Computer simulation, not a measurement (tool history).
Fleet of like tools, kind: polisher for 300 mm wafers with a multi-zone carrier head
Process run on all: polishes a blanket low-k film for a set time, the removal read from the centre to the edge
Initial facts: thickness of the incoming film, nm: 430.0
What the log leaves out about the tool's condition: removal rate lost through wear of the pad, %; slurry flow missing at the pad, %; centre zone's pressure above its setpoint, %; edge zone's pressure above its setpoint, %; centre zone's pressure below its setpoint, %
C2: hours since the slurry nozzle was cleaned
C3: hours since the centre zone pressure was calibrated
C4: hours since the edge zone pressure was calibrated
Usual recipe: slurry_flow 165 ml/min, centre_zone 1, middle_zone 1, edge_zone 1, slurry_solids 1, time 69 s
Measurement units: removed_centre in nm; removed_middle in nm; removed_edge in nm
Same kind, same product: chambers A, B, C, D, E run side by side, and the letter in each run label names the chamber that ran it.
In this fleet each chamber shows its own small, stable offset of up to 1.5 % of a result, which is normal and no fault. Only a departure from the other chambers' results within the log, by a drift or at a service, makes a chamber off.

-- hour=2.7 chamber B: slurry nozzle cleaned
run 1C hour=5.8 | slurry_flow=165 centre_zone=1 middle_zone=1 edge_zone=1 slurry_solids=1 time=69 | wafers_polished_on_this_pad=921 C2=304.1 C3=366.1 C4=97.9 | removed_centre=23.448 removed_middle=23.511 removed_edge=23.393
run 2A hour=12.3 | slurry_flow=165 centre_zone=1 middle_zone=1 edge_zone=1 slurry_solids=1 time=69 | wafers_polished_on_this_pad=451 C2=209.5 C3=788.8 C4=229.1 | removed_centre=23.897 removed_middle=22.872 removed_edge=23.576
-- hour=16.5 chamber C: worn pad replaced by a new one
run 3B hour=22.4 | slurry_flow=165 centre_zone=1 middle_zone=1 edge_zone=1 slurry_solids=1 time=69 | wafers_polished_on_this_pad=892 C2=19.8 C3=218.7 C4=179.9 | removed_centre=23.759 removed_middle=23.313 removed_edge=23.202
-- hour=29.7 chamber D: edge zone pressure recalibrated
run 4D hour=31.6 | slurry_flow=165 centre_zone=1 middle_zone=1 edge_zone=1 slurry_solids=1 time=69 | wafers_polished_on_this_pad=513 C2=209.3 C3=939.7 C4=1.9 | removed_centre=23.526 removed_middle=23.388 removed_edge=23.547
-- hour=32.5 chamber E: worn pad replaced by a new one
-- hour=32.9 chamber B: worn pad replaced by a new one
run 5E hour=41.2 | slurry_flow=165 centre_zone=1 middle_zone=1 edge_zone=1 slurry_solids=1 time=69 | wafers_polished_on_this_pad=89 C2=87.2 C3=878.8 C4=802.5 | removed_centre=23.226 removed_middle=23.295 removed_edge=23.368
run 6E hour=51.7 | slurry_flow=165 centre_zone=1 middle_zone=1 edge_zone=1 slurry_solids=1 time=69 | wafers_polished_on_this_pad=196 C2=97.7 C3=889.3 C4=813 | removed_centre=23.441 removed_middle=23.632 removed_edge=23.33
-- hour=54.9 chamber D: worn pad replaced by a new one
run 7B hour=59 | slurry_flow=165 centre_zone=1 middle_zone=1 edge_zone=1 slurry_solids=1 time=69 | wafers_polished_on_this_pad=267 C2=56.4 C3=255.3 C4=216.5 | removed_centre=23.756 removed_middle=23.992 removed_edge=23.831
run 8D hour=65 | slurry_flow=115 centre_zone=1 middle_zone=1 edge_zone=1 slurry_solids=1 time=57 | wafers_polished_on_this_pad=104 C2=242.7 C3=973.1 C4=35.3 | removed_centre=17.589 removed_middle=18.212 removed_edge=18.135
run 9C hour=75.9 | slurry_flow=115 centre_zone=1 middle_zone=1 edge_zone=1 slurry_solids=1 time=57 | wafers_polished_on_this_pad=607 C2=374.2 C3=436.2 C4=168 | removed_centre=16.968 removed_middle=18.146 removed_edge=18.055
-- hour=78.4 chamber C: slurry nozzle cleaned
run 10A hour=83.4 | slurry_flow=115 centre_zone=1 middle_zone=1 edge_zone=1 slurry_solids=1 time=57 | wafers_polished_on_this_pad=1177 C2=280.6 C3=859.9 C4=300.2 | removed_centre=17.667 removed_middle=17.399 removed_edge=17.858
run 11E hour=90 | slurry_flow=115 centre_zone=1 middle_zone=1 edge_zone=1 slurry_solids=1 time=57 | wafers_polished_on_this_pad=587 C2=136 C3=927.6 C4=851.3 | removed_centre=17.986 removed_middle=18.377 removed_edge=18.169
run 12D hour=95.8 | slurry_flow=115 centre_zone=1 middle_zone=1 edge_zone=1 slurry_solids=1 time=57 | wafers_polished_on_this_pad=418 C2=273.5 C3=1003.9 C4=66.1 | removed_centre=17.604 removed_middle=17.873 removed_edge=18.195
run 13B hour=106.8 | slurry_flow=165 centre_zone=1 middle_zone=1 edge_zone=1 slurry_solids=1 time=69 | wafers_polished_on_this_pad=755 C2=104.2 C3=303.1 C4=264.3 | removed_centre=23.211 removed_middle=23.341 removed_edge=23.875
-- hour=112.7 chamber D: worn pad replaced by a new one
run 14C hour=114.9 | slurry_flow=165 centre_zone=1 middle_zone=1 edge_zone=1 slurry_solids=1 time=69 | wafers_polished_on_this_pad=1005 C2=36.6 C3=475.2 C4=207 | removed_centre=23.562 removed_middle=23.893 removed_edge=23.365
-- hour=119.2 chamber C: worn pad replaced by a new one
-- hour=121.5 chamber B: worn pad replaced by a new one
run 15A hour=123.3 | slurry_flow=165 centre_zone=1 middle_zone=1 edge_zone=1 slurry_solids=1 time=69 | wafers_polished_on_this_pad=1585 C2=320.5 C3=899.8 C4=340.1 | removed_centre=23.002 removed_middle=22.36 removed_edge=22.604
-- hour=126.4 chamber D: slurry nozzle cleaned
run 16E hour=131.8 | slurry_flow=165 centre_zone=1 middle_zone=1 edge_zone=1 slurry_solids=1 time=69 | wafers_polished_on_this_pad=1015 C2=177.8 C3=969.4 C4=893.1 | removed_centre=23.571 removed_middle=24 removed_edge=23.275
-- hour=135.5 chamber E: worn pad replaced by a new one
run 17C hour=139.7 | slurry_flow=165 centre_zone=1 middle_zone=1 edge_zone=1 slurry_solids=1 time=69 | wafers_polished_on_this_pad=210 C2=61.4 C3=500 C4=231.8 | removed_centre=22.815 removed_middle=23.819 removed_edge=23.562
run 18D hour=148.7 | slurry_flow=165 centre_zone=1 middle_zone=1 edge_zone=1 slurry_solids=1 time=69 | wafers_polished_on_this_pad=368 C2=22.4 C3=1056.8 C4=119 | removed_centre=23.419 removed_middle=23.463 removed_edge=23.471
run 19A hour=157.2 | slurry_flow=165 centre_zone=1 middle_zone=1 edge_zone=1 slurry_solids=1 time=69 | wafers_polished_on_this_pad=1931 C2=354.4 C3=933.7 C4=374 | removed_centre=22.48 removed_middle=22.465 removed_edge=22.237
-- hour=158.9 chamber E: centre zone pressure recalibrated
run 20B hour=164.6 | slurry_flow=165 centre_zone=1 middle_zone=1 edge_zone=1 slurry_solids=1 time=69 | wafers_polished_on_this_pad=441 C2=162 C3=360.9 C4=322.1 | removed_centre=24.025 removed_middle=23.193 removed_edge=23.744
run 21A hour=175.9 | slurry_flow=165 centre_zone=1 middle_zone=1 edge_zone=1 slurry_solids=1 time=69 | wafers_polished_on_this_pad=2122 C2=373.1 C3=952.4 C4=392.7 | removed_centre=22.401 removed_middle=21.45 removed_edge=22.303
run 22E hour=184.2 | slurry_flow=165 centre_zone=1 middle_zone=1 edge_zone=1 slurry_solids=1 time=69 | wafers_polished_on_this_pad=497 C2=230.2 C3=25.4 C4=945.5 | removed_centre=23.975 removed_middle=23.23 removed_edge=23.071
-- hour=185.2 chamber D: worn pad replaced by a new one
-- hour=192 chamber B: centre zone pressure recalibrated
run 23D hour=193.5 | slurry_flow=165 centre_zone=1 middle_zone=1 edge_zone=1 slurry_solids=1 time=69 | wafers_polished_on_this_pad=85 C2=67.2 C3=1101.6 C4=163.8 | removed_centre=22.913 removed_middle=23.953 removed_edge=23.806
-- hour=196.6 chamber C: centre zone pressure recalibrated
run 24B hour=202.1 | slurry_flow=165 centre_zone=1 middle_zone=1 edge_zone=1 slurry_solids=1 time=69 | wafers_polished_on_this_pad=824 C2=199.5 C3=10.1 C4=359.6 | removed_centre=23.033 removed_middle=23.273 removed_edge=23.87
-- hour=210.5 chamber B: worn pad replaced by a new one
run 25C hour=214 | slurry_flow=165 centre_zone=1 middle_zone=1 edge_zone=1.11 slurry_solids=1 time=69 | wafers_polished_on_this_pad=969 C2=135.7 C3=17.5 C4=306.1 | removed_centre=23.065 removed_middle=23.339 removed_edge=24.915
run 26A hour=221.5 | slurry_flow=165 centre_zone=1 middle_zone=1 edge_zone=1.11 slurry_solids=1 time=69 | wafers_polished_on_this_pad=2588 C2=418.7 C3=998 C4=438.3 | removed_centre=22.123 removed_middle=21.308 removed_edge=23.258
run 27E hour=232.1 | slurry_flow=165 centre_zone=1 middle_zone=1 edge_zone=1.11 slurry_solids=1 time=69 | wafers_polished_on_this_pad=987 C2=278.1 C3=73.3 C4=993.4 | removed_centre=23.101 removed_middle=23.652 removed_edge=24.211
-- hour=232.7 chamber C: worn pad replaced by a new one
-- hour=240.4 chamber D: worn pad replaced by a new one
run 28D hour=240.7 | slurry_flow=165 centre_zone=1 middle_zone=1 edge_zone=1.11 slurry_solids=1 time=69 | wafers_polished_on_this_pad=3 C2=114.4 C3=1148.8 C4=211 | removed_centre=23.534 removed_middle=23.514 removed_edge=24.758
run 29C hour=246.8 | slurry_flow=165 centre_zone=1 middle_zone=1 edge_zone=1.11 slurry_solids=1 time=69 | wafers_polished_on_this_pad=144 C2=168.5 C3=50.3 C4=338.9 | removed_centre=23.484 removed_middle=23.68 removed_edge=24.586
-- hour=251.7 chamber B: slurry nozzle cleaned
-- hour=254.3 chamber E: worn pad replaced by a new one
run 30B hour=255.2 | slurry_flow=165 centre_zone=1 middle_zone=1 edge_zone=1 slurry_solids=1 time=69 | wafers_polished_on_this_pad=457 C2=3.5 C3=63.2 C4=412.7 | removed_centre=23.134 removed_middle=23.322 removed_edge=23.667
run 31E hour=261.1 | slurry_flow=190 centre_zone=1 middle_zone=1 edge_zone=1 slurry_solids=1.1 time=69 | wafers_polished_on_this_pad=69 C2=307.1 C3=102.3 C4=1022.4 | removed_centre=25.056 removed_middle=25.389 removed_edge=24.464
run 32B hour=272.5 | slurry_flow=190 centre_zone=1 middle_zone=1 edge_zone=1 slurry_solids=1.1 time=69 | wafers_polished_on_this_pad=633 C2=20.8 C3=80.5 C4=430 | removed_centre=24.463 removed_middle=25.189 removed_edge=24.702
run 33C hour=282.2 | slurry_flow=190 centre_zone=1 middle_zone=1 edge_zone=1 slurry_solids=1.1 time=69 | wafers_polished_on_this_pad=506 C2=203.9 C3=85.7 C4=374.3 | removed_centre=24.822 removed_middle=25.301 removed_edge=24.658
run 34D hour=291.8 | slurry_flow=190 centre_zone=1 middle_zone=1 edge_zone=1 slurry_solids=1.1 time=69 | wafers_polished_on_this_pad=525 C2=165.5 C3=1199.9 C4=262.1 | removed_centre=24.24 removed_middle=25.17 removed_edge=24.821
-- hour=298.1 chamber D: worn pad replaced by a new one
run 35A hour=299.3 | slurry_flow=190 centre_zone=1 middle_zone=1 edge_zone=1 slurry_solids=1.1 time=69 | wafers_polished_on_this_pad=3383 C2=496.5 C3=1075.8 C4=516.1 | removed_centre=22.548 removed_middle=22.847 removed_edge=22.509
-- hour=305.7 chamber B: worn pad replaced by a new one
run 36D hour=307.1 | slurry_flow=165 centre_zone=1 middle_zone=1 edge_zone=1 slurry_solids=1 time=69 | wafers_polished_on_this_pad=92 C2=180.8 C3=1215.2 C4=277.4 | removed_centre=23.183 removed_middle=23.258 removed_edge=23.543
run 37B hour=316.5 | slurry_flow=165 centre_zone=1 middle_zone=1 edge_zone=1 slurry_solids=1 time=69 | wafers_polished_on_this_pad=110 C2=64.8 C3=124.5 C4=474 | removed_centre=23.566 removed_middle=23.63 removed_edge=23.874
run 38E hour=322.2 | slurry_flow=165 centre_zone=1 middle_zone=1 edge_zone=1 slurry_solids=1 time=69 | wafers_polished_on_this_pad=694 C2=368.2 C3=163.4 C4=1083.5 | removed_centre=23.239 removed_middle=23.72 removed_edge=23.266

Does one chamber stand apart from the rest, does the shared gauge drift, or is all well apart from small per-chamber offsets? Give the chamber and the most likely cause, where there is one.

It is chamber A that slowly wanders off from its peers.
Cause: removal rate lost through wear of the pad, % = 10.6.
The log may not separate it from: slurry flow missing at the pad, %.

Chamber A could run next with any of the 4 candidate recipes listed below; each alters the usual settings, and their results appear as question marks. Which one brings its results back in line with what the other chambers deliver on the usual settings?
A result is in line if it is within this distance of the other chambers' mean on the usual settings: removed_centre 1 nm; removed_middle 0.88 nm; removed_edge 0.69 nm
run 39A-1 hour=330.8 | slurry_flow=170 centre_zone=0.98 middle_zone=1.04 edge_zone=1 slurry_solids=1.05 time=84 | removed_centre=? removed_middle=? removed_edge=?
run 39A-2 hour=330.8 | slurry_flow=165 centre_zone=1.01 middle_zone=0.98 edge_zone=1 slurry_solids=0.95 time=63 | removed_centre=? removed_middle=? removed_edge=?
run 39A-3 hour=330.8 | slurry_flow=165 centre_zone=0.99 middle_zone=1.02 edge_zone=1 slurry_solids=1.05 time=75 | removed_centre=? removed_middle=? removed_edge=?
run 39A-4 hour=330.8 | slurry_flow=160 centre_zone=1.02 middle_zone=0.96 edge_zone=1 slurry_solids=0.95 time=57 | removed_centre=? removed_middle=? removed_edge=?

Average result of the remaining chambers running the usual settings: removed_centre 23.272 nm; removed_middle 23.513 nm; removed_edge 23.369 nm
run=39A-1 removed_centre=25.689 removed_middle=27.169 removed_edge=25.977
run=39A-2 removed_centre=18.919 removed_middle=18.328 removed_edge=18.566
run=39A-3 removed_centre=23.06 removed_middle=23.701 removed_edge=23.115
run=39A-4 removed_centre=17.197 removed_middle=16.18 removed_edge=16.738
39A-3 is the one that brings the chamber's results back in line with the other chambers.

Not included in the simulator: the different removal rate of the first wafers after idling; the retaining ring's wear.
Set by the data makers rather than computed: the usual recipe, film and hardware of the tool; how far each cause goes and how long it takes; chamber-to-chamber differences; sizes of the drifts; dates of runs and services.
